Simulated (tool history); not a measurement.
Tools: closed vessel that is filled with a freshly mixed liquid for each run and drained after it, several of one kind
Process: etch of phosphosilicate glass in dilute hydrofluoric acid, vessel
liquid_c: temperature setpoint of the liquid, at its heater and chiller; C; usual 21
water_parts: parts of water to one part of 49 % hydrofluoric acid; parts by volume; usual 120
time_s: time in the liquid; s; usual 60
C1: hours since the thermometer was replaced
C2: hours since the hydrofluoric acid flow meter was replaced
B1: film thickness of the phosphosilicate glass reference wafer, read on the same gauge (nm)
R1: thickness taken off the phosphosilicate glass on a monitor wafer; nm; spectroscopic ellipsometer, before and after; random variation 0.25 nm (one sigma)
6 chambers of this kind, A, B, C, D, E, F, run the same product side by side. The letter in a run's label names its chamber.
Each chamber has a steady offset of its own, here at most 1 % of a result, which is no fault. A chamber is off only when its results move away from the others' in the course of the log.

{"run": "1E", "hour": 10.9, "liquid_c": 21, "water_parts": 120, "time_s": 60, "C1": 124.3, "C2": 918.2, "B1": 120.01, "R1": 48.009}
{"run": "2B", "hour": 19.1, "liquid_c": 21, "water_parts": 120, "time_s": 60, "C1": 93.6, "C2": 93.3, "B1": 119.98, "R1": 47.356}
{"run": "3A", "hour": 35.1, "liquid_c": 21, "water_parts": 120, "time_s": 60, "C1": 336.4, "C2": 635.7, "B1": 119.99, "R1": 47.969}
{"run": "4C", "hour": 44.7, "liquid_c": 21, "water_parts": 120, "time_s": 60, "C1": 284.6, "C2": 1756.6, "B1": 120, "R1": 48.04}
{"run": "5D", "hour": 56.3, "liquid_c": 21, "water_parts": 120, "time_s": 60, "C1": 1371.9, "C2": 451.5, "B1": 119.99, "R1": 47.977}
{"run": "6F", "hour": 71.4, "liquid_c": 21, "water_parts": 160, "time_s": 60, "C1": 468.9, "C2": 743.4, "B1": 120.01, "R1": 34.194}
{"run": "7B", "hour": 84.9, "liquid_c": 21, "water_parts": 160, "time_s": 60, "C1": 159.4, "C2": 159.1, "B1": 119.99, "R1": 34.169}
{"run": "8C", "hour": 92.7, "liquid_c": 21, "water_parts": 160, "time_s": 60, "C1": 332.6, "C2": 1804.6, "B1": 120, "R1": 34.506}
{"hour": 93.0, "done": "chamber C: hydrofluoric acid flow meter replaced"}
{"run": "9F", "hour": 100.3, "liquid_c": 21, "water_parts": 160, "time_s": 60, "C1": 497.8, "C2": 772.3, "B1": 120.01, "R1": 34.467}
{"run": "10D", "hour": 113.3, "liquid_c": 21, "water_parts": 160, "time_s": 60, "C1": 1428.9, "C2": 508.5, "B1": 120, "R1": 34.918}
{"run": "11E", "hour": 126.8, "liquid_c": 21, "water_parts": 160, "time_s": 60, "C1": 240.2, "C2": 1034.1, "B1": 119.98, "R1": 34.748}
{"hour": 135.7, "done": "chamber D: thermometer replaced"}
{"run": "12A", "hour": 140.4, "liquid_c": 21, "water_parts": 120, "time_s": 60, "C1": 441.7, "C2": 741, "B1": 120.01, "R1": 47.547}
{"hour": 142.7, "done": "chamber F: hydrofluoric acid flow meter replaced"}
{"run": "13C", "hour": 151.3, "liquid_c": 21, "water_parts": 120, "time_s": 60, "C1": 391.2, "C2": 58.4, "B1": 119.98, "R1": 47.778}
{"run": "14E", "hour": 161.7, "liquid_c": 24, "water_parts": 155, "time_s": 60, "C1": 275.1, "C2": 1069, "B1": 120, "R1": 40.652}
{"run": "15A", "hour": 169.3, "liquid_c": 24, "water_parts": 155, "time_s": 60, "C1": 470.6, "C2": 769.9, "B1": 120, "R1": 39.873}
{"run": "16B", "hour": 179.3, "liquid_c": 24, "water_parts": 155, "time_s": 60, "C1": 253.8, "C2": 253.5, "B1": 119.99, "R1": 39.846}
{"run": "17F", "hour": 194.9, "liquid_c": 24, "water_parts": 155, "time_s": 60, "C1": 592.4, "C2": 52.2, "B1": 119.99, "R1": 39.708}
{"hour": 201.7, "done": "chamber A: hydrofluoric acid flow meter replaced"}
{"run": "18D", "hour": 205.7, "liquid_c": 24, "water_parts": 155, "time_s": 60, "C1": 70, "C2": 600.9, "B1": 120, "R1": 40.136}
{"run": "19A", "hour": 216.1, "liquid_c": 24, "water_parts": 155, "time_s": 60, "C1": 517.4, "C2": 14.5, "B1": 120, "R1": 39.642}
{"run": "20C", "hour": 227.7, "liquid_c": 21, "water_parts": 120, "time_s": 60, "C1": 467.6, "C2": 134.8, "B1": 120.03, "R1": 47.792}
{"hour": 232.7, "done": "chamber A: thermometer replaced"}
{"run": "21D", "hour": 239.4, "liquid_c": 21, "water_parts": 120, "time_s": 60, "C1": 103.7, "C2": 634.6, "B1": 119.98, "R1": 47.954}
{"run": "22F", "hour": 255.4, "liquid_c": 21, "water_parts": 120, "time_s": 60, "C1": 652.9, "C2": 112.7, "B1": 119.99, "R1": 48.168}
{"hour": 262.9, "done": "chamber F: thermometer replaced"}
{"run": "23B", "hour": 263.2, "liquid_c": 21, "water_parts": 120, "time_s": 60, "C1": 337.7, "C2": 337.4, "B1": 119.99, "R1": 47.385}
{"run": "24E", "hour": 274.5, "liquid_c": 21, "water_parts": 175, "time_s": 30, "C1": 387.9, "C2": 1181.8, "B1": 119.98, "R1": 15.676}
{"run": "25D", "hour": 282.8, "liquid_c": 21, "water_parts": 175, "time_s": 30, "C1": 147.1, "C2": 678, "B1": 119.99, "R1": 15.481}
{"run": "26F", "hour": 290.9, "liquid_c": 21, "water_parts": 175, "time_s": 30, "C1": 28, "C2": 148.2, "B1": 120.01, "R1": 15.329}
{"run": "27E", "hour": 303.2, "liquid_c": 21, "water_parts": 175, "time_s": 30, "C1": 416.6, "C2": 1210.5, "B1": 120.01, "R1": 15.495}
{"run": "28B", "hour": 311.1, "liquid_c": 21, "water_parts": 175, "time_s": 30, "C1": 385.6, "C2": 385.3, "B1": 120.02, "R1": 15.542}
{"run": "29A", "hour": 324.3, "liquid_c": 21, "water_parts": 175, "time_s": 30, "C1": 91.7, "C2": 122.7, "B1": 119.99, "R1": 15.531}
{"run": "30C", "hour": 336.4, "liquid_c": 21, "water_parts": 120, "time_s": 60, "C1": 576.3, "C2": 243.5, "B1": 120, "R1": 47.773}
{"run": "31B", "hour": 347.4, "liquid_c": 21, "water_parts": 120, "time_s": 60, "C1": 421.9, "C2": 421.6, "B1": 119.99, "R1": 47.222}
{"run": "32F", "hour": 356.8, "liquid_c": 21, "water_parts": 120, "time_s": 60, "C1": 93.9, "C2": 214.1, "B1": 120, "R1": 47.796}
{"run": "33A", "hour": 365.3, "liquid_c": 21, "water_parts": 120, "time_s": 60, "C1": 132.7, "C2": 163.7, "B1": 120, "R1": 47.863}
{"run": "34C", "hour": 374.3, "liquid_c": 21, "water_parts": 120, "time_s": 60, "C1": 614.2, "C2": 281.4, "B1": 119.99, "R1": 48.294}
{"run": "35D", "hour": 386.8, "liquid_c": 17, "water_parts": 120, "time_s": 60, "C1": 251.1, "C2": 782, "B1": 120.01, "R1": 40.638}
{"run": "36E", "hour": 402.5, "liquid_c": 17, "water_parts": 120, "time_s": 60, "C1": 515.9, "C2": 1309.8, "B1": 119.99, "R1": 40.829}
{"run": "37F", "hour": 414.0, "liquid_c": 17, "water_parts": 120, "time_s": 60, "C1": 151.1, "C2": 271.3, "B1": 119.99, "R1": 40.1}
{"run": "38A", "hour": 421.5, "liquid_c": 17, "water_parts": 120, "time_s": 60, "C1": 188.9, "C2": 219.9, "B1": 120, "R1": 40.673}
{"run": "39D", "hour": 435.4, "liquid_c": 17, "water_parts": 120, "time_s": 60, "C1": 299.7, "C2": 830.6, "B1": 120, "R1": 40.924}

What goes on in this fleet: one chamber off, a drifting gauge, or nothing beyond the chambers' own small offsets? Name the chamber and the cause, if any.

No chamber stands off beyond its own small offset, and the gauge holds steady.
